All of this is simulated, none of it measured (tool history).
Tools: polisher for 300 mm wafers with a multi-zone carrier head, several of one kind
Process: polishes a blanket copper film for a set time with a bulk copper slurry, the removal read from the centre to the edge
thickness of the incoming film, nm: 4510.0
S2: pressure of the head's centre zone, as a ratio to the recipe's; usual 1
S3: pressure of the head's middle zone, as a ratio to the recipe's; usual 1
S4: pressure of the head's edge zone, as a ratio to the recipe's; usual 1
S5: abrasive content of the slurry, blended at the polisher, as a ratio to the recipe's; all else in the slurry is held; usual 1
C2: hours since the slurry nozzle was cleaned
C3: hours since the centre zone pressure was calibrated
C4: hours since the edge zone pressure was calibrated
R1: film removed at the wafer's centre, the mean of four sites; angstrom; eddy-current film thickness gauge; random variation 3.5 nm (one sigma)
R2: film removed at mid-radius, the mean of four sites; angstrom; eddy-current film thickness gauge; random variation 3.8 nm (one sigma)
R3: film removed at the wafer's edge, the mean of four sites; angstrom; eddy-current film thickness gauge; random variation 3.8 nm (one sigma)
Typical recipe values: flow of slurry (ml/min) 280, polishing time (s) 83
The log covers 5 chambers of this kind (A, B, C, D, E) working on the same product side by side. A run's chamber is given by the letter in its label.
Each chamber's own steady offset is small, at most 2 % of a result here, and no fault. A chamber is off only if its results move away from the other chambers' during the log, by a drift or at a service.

At day 0.033: chamber C: worn pad replaced by a new one.
Run 1C, day 0.304: usual settings; wafers polished on this pad 47; C2 171.6; C3 445.4; C4 1081.8. Result: R1 4791 angstrom, R2 4705.1 angstrom, R3 4756.7 angstrom.
At day 0.492: chamber D: worn pad replaced by a new one.
At day 0.521: chamber E: worn pad replaced by a new one.
Run 2A, day 0.608: usual settings; wafers polished on this pad 652; C2 364.4; C3 709.9; C4 280.2. Result: R1 4650.3 angstrom, R2 4744 angstrom, R3 4765.7 angstrom.
Run 3E, day 0.808: usual settings; wafers polished on this pad 50; C2 349.5; C3 298.1; C4 302.1. Result: R1 4743.1 angstrom, R2 4675.8 angstrom, R3 4691.7 angstrom.
At day 0.979: chamber C: edge zone pressure recalibrated.
Run 4D, day 1.008: usual settings; wafers polished on this pad 89; C2 508.2; C3 261.1; C4 317.5. Result: R1 4689.4 angstrom, R2 4774.2 angstrom, R3 4750.8 angstrom.
At day 1.167: chamber B: edge zone pressure recalibrated.
Run 5B, day 1.258: usual settings; wafers polished on this pad 948; C2 136.2; C3 876.2; C4 2.3. Result: R1 4701.9 angstrom, R2 4632.5 angstrom, R3 4840.3 angstrom.
Run 6B, day 1.625: usual settings; wafers polished on this pad 1012; C2 145; C3 885; C4 11.1. Result: R1 4652.5 angstrom, R2 4698 angstrom, R3 4795.5 angstrom.
Run 7A, day 1.992: usual settings but S2 1.06, S4 0.96; wafers polished on this pad 891; C2 397.6; C3 743.1; C4 313.4. Result: R1 4989.3 angstrom, R2 4812.9 angstrom, R3 4663.1 angstrom.
Run 8E, day 2.35: usual settings but S2 1.06, S4 0.96; wafers polished on this pad 317; C2 386.5; C3 335.1; C4 339.1. Result: R1 5059.7 angstrom, R2 4752.6 angstrom, R3 4585.3 angstrom.
At day 2.412: chamber B: worn pad replaced by a new one.
Run 9D, day 2.571: usual settings but S2 1.06, S4 0.96; wafers polished on this pad 360; C2 545.7; C3 298.6; C4 355. Result: R1 5002.3 angstrom, R2 4752.2 angstrom, R3 4604.9 angstrom.
Run 10C, day 2.779: usual settings but S2 1.06, S4 0.96; wafers polished on this pad 476; C2 231; C3 504.8; C4 43.3. Result: R1 5021.5 angstrom, R2 4818.7 angstrom, R3 4694.9 angstrom.
At day 3.008: chamber A: worn pad replaced by a new one.
Run 11E, day 3.104: usual settings but S2 1.06, S4 0.96; wafers polished on this pad 447; C2 404.6; C3 353.2; C4 357.2. Result: R1 5013.8 angstrom, R2 4748.8 angstrom, R3 4589.8 angstrom.
Run 12D, day 3.317: usual settings; wafers polished on this pad 489; C2 563.6; C3 316.5; C4 372.9. Result: R1 4716 angstrom, R2 4779.3 angstrom, R3 4688 angstrom.
Run 13B, day 3.554: usual settings but S2 1.09, S5 1.1; wafers polished on this pad 198; C2 191.3; C3 931.3; C4 57.4. Result: R1 5216.4 angstrom, R2 4798.9 angstrom, R3 4885.6 angstrom.
Run 14C, day 3.733: usual settings but S2 1.09, S5 1.1; wafers polished on this pad 641; C2 253.9; C3 527.7; C4 66.2. Result: R1 5387.2 angstrom, R2 4864.6 angstrom, R3 4764.3 angstrom.
Run 15A, day 4.05: usual settings but S2 1.09, S5 1.1; wafers polished on this pad 180; C2 447; C3 792.5; C4 362.8. Result: R1 5297.9 angstrom, R2 4885.2 angstrom, R3 4839.8 angstrom.
Run 16E, day 4.333: usual settings but S2 1.09, S5 1.1; wafers polished on this pad 660; C2 434.1; C3 382.7; C4 386.7. Result: R1 5308.4 angstrom, R2 4851 angstrom, R3 4841.4 angstrom.
At day 4.508: chamber A: edge zone pressure recalibrated.
Run 17C, day 4.546: usual settings but S2 1.09, S5 1.1; wafers polished on this pad 782; C2 273.4; C3 547.2; C4 85.7. Result: R1 5385.6 angstrom, R2 4907.3 angstrom, R3 4821.7 angstrom.
Run 18B, day 4.888: usual settings but S4 1.11; wafers polished on this pad 429; C2 223.3; C3 963.3; C4 89.4. Result: R1 4713.7 angstrom, R2 4640.1 angstrom, R3 4991.2 angstrom.
Run 19D, day 5.2: usual settings but S4 1.11; wafers polished on this pad 815; C2 608.8; C3 361.7; C4 418.1. Result: R1 4669.3 angstrom, R2 4766.6 angstrom, R3 5013.8 angstrom.
At day 5.371: chamber E: worn pad replaced by a new one.
Run 20A, day 5.6: usual settings but S4 1.11; wafers polished on this pad 449; C2 484.2; C3 829.7; C4 26.3. Result: R1 4654.7 angstrom, R2 4747.9 angstrom, R3 5066.4 angstrom.
At day 5.621: chamber D: worn pad replaced by a new one.
Run 21E, day 5.783: usual settings but S4 1.11; wafers polished on this pad 71; C2 468.9; C3 417.5; C4 421.5. Result: R1 4664.2 angstrom, R2 4738.6 angstrom, R3 5000.8 angstrom.
Run 22A, day 5.958: usual settings but S4 1.11; wafers polished on this pad 511; C2 492.8; C3 838.3; C4 34.9. Result: R1 4673.1 angstrom, R2 4718.3 angstrom, R3 5000.4 angstrom.
Run 23D, day 6.138: usual settings but S5 0.7; wafers polished on this pad 89; C2 631.3; C3 384.2; C4 440.6. Result: R1 4375.1 angstrom, R2 4461.9 angstrom, R3 4378.1 angstrom.
Run 24C, day 6.329: usual settings but S5 0.7; wafers polished on this pad 1091; C2 316.2; C3 590; C4 128.5. Result: R1 4366.6 angstrom, R2 4428 angstrom, R3 4409.2 angstrom.
At day 6.438: chamber D: slurry nozzle cleaned.
Run 25B, day 6.654: usual settings but S5 0.7; wafers polished on this pad 735; C2 265.7; C3 1005.7; C4 131.8. Result: R1 4405.2 angstrom, R2 4410.9 angstrom, R3 4459 angstrom.
At day 6.729: chamber C: worn pad replaced by a new one.
Run 26E, day 6.879: usual settings but S5 0.7; wafers polished on this pad 261; C2 495.2; C3 443.8; C4 447.8. Result: R1 4194.7 angstrom, R2 4348.6 angstrom, R3 4374.6 angstrom.
Run 27B, day 7.088: usual settings but S5 0.7; wafers polished on this pad 810; C2 276.1; C3 1016.1; C4 142.2. Result: R1 4362.5 angstrom, R2 4312.1 angstrom, R3 4370.3 angstrom.
Run 28A, day 7.338: usual settings; wafers polished on this pad 750; C2 525.9; C3 871.4; C4 68. Result: R1 4685.6 angstrom, R2 4770.1 angstrom, R3 4800.3 angstrom.
At day 7.388: chamber B: centre zone pressure recalibrated.
Run 29C, day 7.583: usual settings; wafers polished on this pad 148; C2 346.3; C3 620.1; C4 158.6. Result: R1 4723.9 angstrom, R2 4763.2 angstrom, R3 4714 angstrom.
Run 30D, day 7.867: usual settings but S4 0.94, S5 0.7; wafers polished on this pad 389; C2 34.4; C3 425.7; C4 482.1. Result: R1 4361.3 angstrom, R2 4420.4 angstrom, R3 4199.4 angstrom.
At day 7.954: chamber A: worn pad replaced by a new one.
Run 31B, day 8.162: usual settings but S4 0.94, S5 0.7; wafers polished on this pad 996; C2 301.9; C3 18.6; C4 168. Result: R1 4359.6 angstrom, R2 4370 angstrom, R3 4316.8 angstrom.
Run 32D, day 8.562: usual settings but S4 0.94, S5 0.7; wafers polished on this pad 509; C2 51.1; C3 442.4; C4 498.8. Result: R1 4404.8 angstrom, R2 4381.1 angstrom, R3 4262.9 angstrom.
Run 33C, day 8.904: usual settings but S4 0.94, S5 0.7; wafers polished on this pad 377; C2 378; C3 651.8; C4 190.3. Result: R1 4448.1 angstrom, R2 4435.4 angstrom, R3 4261.6 angstrom.
At day 8.908: chamber B: worn pad replaced by a new one.
Run 34E, day 9.158: usual settings but S4 0.94, S5 0.7; wafers polished on this pad 656; C2 549.9; C3 498.5; C4 502.5. Result: R1 4069.4 angstrom, R2 4279.6 angstrom, R3 4229.2 angstrom.
Run 35A, day 9.483: usual settings; wafers polished on this pad 265; C2 577.4; C3 922.9; C4 119.5. Result: R1 4675.2 angstrom, R2 4673.4 angstrom, R3 4737.3 angstrom.
Run 36B, day 9.667: usual settings; wafers polished on this pad 131; C2 338; C3 54.7; C4 204.1. Result: R1 4717.3 angstrom, R2 4678.6 angstrom, R3 4790.2 angstrom.
At day 9.942: chamber B: slurry nozzle cleaned.
Run 37D, day 9.954: usual settings; wafers polished on this pad 750; C2 84.5; C3 475.8; C4 532.2. Result: R1 4663.8 angstrom, R2 4709.4 angstrom, R3 4738.5 angstrom.
Run 38C, day 10.142: usual settings; wafers polished on this pad 591; C2 407.7; C3 681.5; C4 220. Result: R1 4729.6 angstrom, R2 4795.4 angstrom, R3 4806.3 angstrom.
Run 39E, day 10.4: usual settings but S2 1.08; wafers polished on this pad 871; C2 579.7; C3 528.3; C4 532.3. Result: R1 4677.9 angstrom, R2 4730.9 angstrom, R3 4685.1 angstrom.
Run 40A, day 10.779: usual settings but S2 1.08; wafers polished on this pad 489; C2 608.5; C3 954; C4 150.6. Result: R1 5102.1 angstrom, R2 4797.5 angstrom, R3 4821.7 angstrom.
Run 41B, day 11.138: usual settings but S2 1.08; wafers polished on this pad 386; C2 28.7; C3 90; C4 239.4. Result: R1 5121.2 angstrom, R2 4710.3 angstrom, R3 4849.2 angstrom.
Run 42A, day 11.438: usual settings but S2 1.08; wafers polished on this pad 603; C2 624.3; C3 969.8; C4 166.4. Result: R1 5122.3 angstrom, R2 4762.2 angstrom, R3 4741.7 angstrom.

One chamber off, gauge drift, or nothing amiss beyond the chambers' own small offsets? If it is a chamber, which one, and what is the likeliest cause?

Little by little, chamber E moves away from the other chambers.
Most likely cause: centre zone's pressure below its setpoint, % = 8.88.

Below are 4 candidate recipes for chamber E's next run, each the usual settings with a change, their results shown as question marks. Which of them brings E's results back in line with what the other chambers give on the usual settings?
In line means no further than this from the other chambers' mean on the usual settings: R1 120 angstrom; R2 140 angstrom; R3 130 angstrom
Run 43E-1, day 11.725: usual settings but flow of slurry (ml/min) 285, S2 1.07, S3 0.98, S4 0.98, polishing time (s) 85. Result: R1 ?, R2 ?, R3 ?.
Run 43E-2, day 11.725: usual settings but flow of slurry (ml/min) 275, S2 0.93, S3 1.02, S4 1.02, polishing time (s) 81. Result: R1 ?, R2 ?, R3 ?.
Run 43E-3, day 11.725: usual settings but S2 0.98, S3 1.01, S4 1.01, polishing time (s) 82. Result: R1 ?, R2 ?, R3 ?.
Run 43E-4, day 11.725: usual settings but S2 1.02, S3 0.99, S4 0.99, polishing time (s) 84. Result: R1 ?, R2 ?, R3 ?.

Mean of the other chambers on the usual settings: R1 4705.7 angstrom; R2 4749 angstrom; R3 4749.6 angstrom
  run      R1      R2      R3
43E-1  4735.2  4745.7  4758.9
43E-2  3856.6  4677.1  4615.3
43E-3  4143.5  4699.9  4655.5
43E-4  4433.5  4726.1  4720.6
The right change is 43E-1: it brings the chamber back within the allowed miss of the others.
